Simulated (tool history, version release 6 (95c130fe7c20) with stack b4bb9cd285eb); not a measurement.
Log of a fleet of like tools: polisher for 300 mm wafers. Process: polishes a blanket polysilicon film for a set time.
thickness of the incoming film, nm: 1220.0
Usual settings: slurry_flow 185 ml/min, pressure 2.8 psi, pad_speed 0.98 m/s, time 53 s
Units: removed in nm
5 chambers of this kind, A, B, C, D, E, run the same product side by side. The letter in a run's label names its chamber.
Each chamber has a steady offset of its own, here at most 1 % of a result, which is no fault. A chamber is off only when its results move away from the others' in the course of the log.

| run | hour | slurry_flow | pressure | pad_speed | time | removed |
|---|---|---|---|---|---|---|
|  | 7.2 | chamber B: head pressure recalibrated |
| 1D | 11.1 | 185 | 2.8 | 0.98 | 53 | 436.21 |
|  | 16 | chamber B: slurry nozzle cleaned |
| 2C | 20.1 | 185 | 2.8 | 0.98 | 53 | 443.98 |
| 3A | 28.2 | 185 | 2.8 | 0.98 | 53 | 446.57 |
|  | 31.7 | chamber E: worn pad replaced by a new one |
| 4B | 35.2 | 185 | 2.8 | 0.98 | 53 | 446.67 |
| 5E | 45.7 | 185 | 2.8 | 0.98 | 53 | 439.93 |
|  | 51.5 | chamber D: worn pad replaced by a new one |
| 6B | 55.2 | 185 | 2.8 | 0.98 | 53 | 448.28 |
| 7D | 62.2 | 185 | 2.8 | 0.98 | 53 | 447.54 |
| 8E | 72 | 185 | 2.8 | 0.98 | 53 | 439.22 |
| 9C | 79.9 | 185 | 2.8 | 0.98 | 53 | 447.04 |
|  | 81.2 | chamber C: slurry nozzle cleaned |
| 10A | 89.9 | 185 | 2.8 | 0.98 | 53 | 441.13 |
|  | 93.7 | chamber A: worn pad replaced by a new one |
| 11B | 102.3 | 185 | 2.8 | 0.98 | 53 | 443.29 |
| 12E | 110.4 | 185 | 2.8 | 0.98 | 53 | 446.52 |
|  | 117 | chamber C: worn pad replaced by a new one |
| 13A | 122.6 | 185 | 2.8 | 0.98 | 53 | 432.56 |
|  | 127.3 | chamber D: worn pad replaced by a new one |
| 14D | 133 | 185 | 2.8 | 0.98 | 53 | 445.07 |
|  | 136.2 | chamber A: slurry nozzle cleaned |
| 15C | 143.9 | 185 | 2.8 | 0.98 | 53 | 446.95 |
| 16C | 155.8 | 185 | 2.8 | 0.98 | 53 | 442.56 |
| 17D | 162.5 | 185 | 2.8 | 0.98 | 53 | 444.4 |
|  | 163.1 | chamber E: worn pad replaced by a new one |
|  | 169.2 | chamber B: worn pad replaced by a new one |
| 18B | 171.4 | 185 | 2.8 | 0.98 | 53 | 443.63 |
| 19E | 182 | 185 | 2.8 | 0.98 | 53 | 439.63 |
|  | 189.2 | chamber A: worn pad replaced by a new one |
|  | 189.5 | chamber D: slurry nozzle cleaned |
| 20A | 193.6 | 185 | 2.8 | 0.98 | 53 | 439.76 |
| 21B | 201.1 | 185 | 2.8 | 0.98 | 53 | 440.23 |
| 22E | 211 | 185 | 2.8 | 0.98 | 53 | 440.56 |
|  | 213.3 | chamber D: worn pad replaced by a new one |
| 23C | 223.4 | 150 | 2.8 | 0.98 | 37 | 295.95 |
| 24A | 235.6 | 150 | 2.8 | 0.98 | 37 | 304.73 |
| 25D | 242.5 | 150 | 2.8 | 0.98 | 37 | 295.47 |
|  | 245.3 | chamber C: head pressure recalibrated |
| 26E | 252.8 | 150 | 2.8 | 0.98 | 37 | 300.19 |
| 27B | 258.2 | 150 | 2.8 | 0.98 | 37 | 298.11 |
| 28A | 267.6 | 185 | 2.8 | 0.98 | 53 | 444.87 |
|  | 272.4 | chamber A: worn pad replaced by a new one |
| 29C | 274.6 | 185 | 2.8 | 0.98 | 53 | 442.63 |
| 30D | 280.6 | 185 | 2.5 | 0.98 | 53 | 394.93 |
| 31D | 286.5 | 185 | 2.5 | 0.98 | 53 | 387.64 |
| 32A | 292.4 | 185 | 2.5 | 0.98 | 53 | 400.29 |
| 33E | 302.1 | 185 | 2.5 | 0.98 | 53 | 390.65 |
|  | 303.5 | chamber C: worn pad replaced by a new one |
| 34B | 311.8 | 185 | 2.5 | 0.98 | 53 | 396.9 |
| 35C | 317.9 | 185 | 2.8 | 0.98 | 53 | 454.72 |

All 5 chambers run these settings next. Forecast each chamber's results:
| 36A | 326.9 | 185 | 2.8 | 0.98 | 53 | ? |
| 36B | 326.9 | 185 | 2.8 | 0.98 | 53 | ? |
| 36C | 326.9 | 185 | 2.8 | 0.98 | 53 | ? |
| 36D | 326.9 | 185 | 2.8 | 0.98 | 53 | ? |
| 36E | 326.9 | 185 | 2.8 | 0.98 | 53 | ? |

| run | removed |
|---|---|
| 36A | 444.07 |
| 36B | 446.45 |
| 36C | 446.07 |
| 36D | 439.25 |
| 36E | 443.25 |
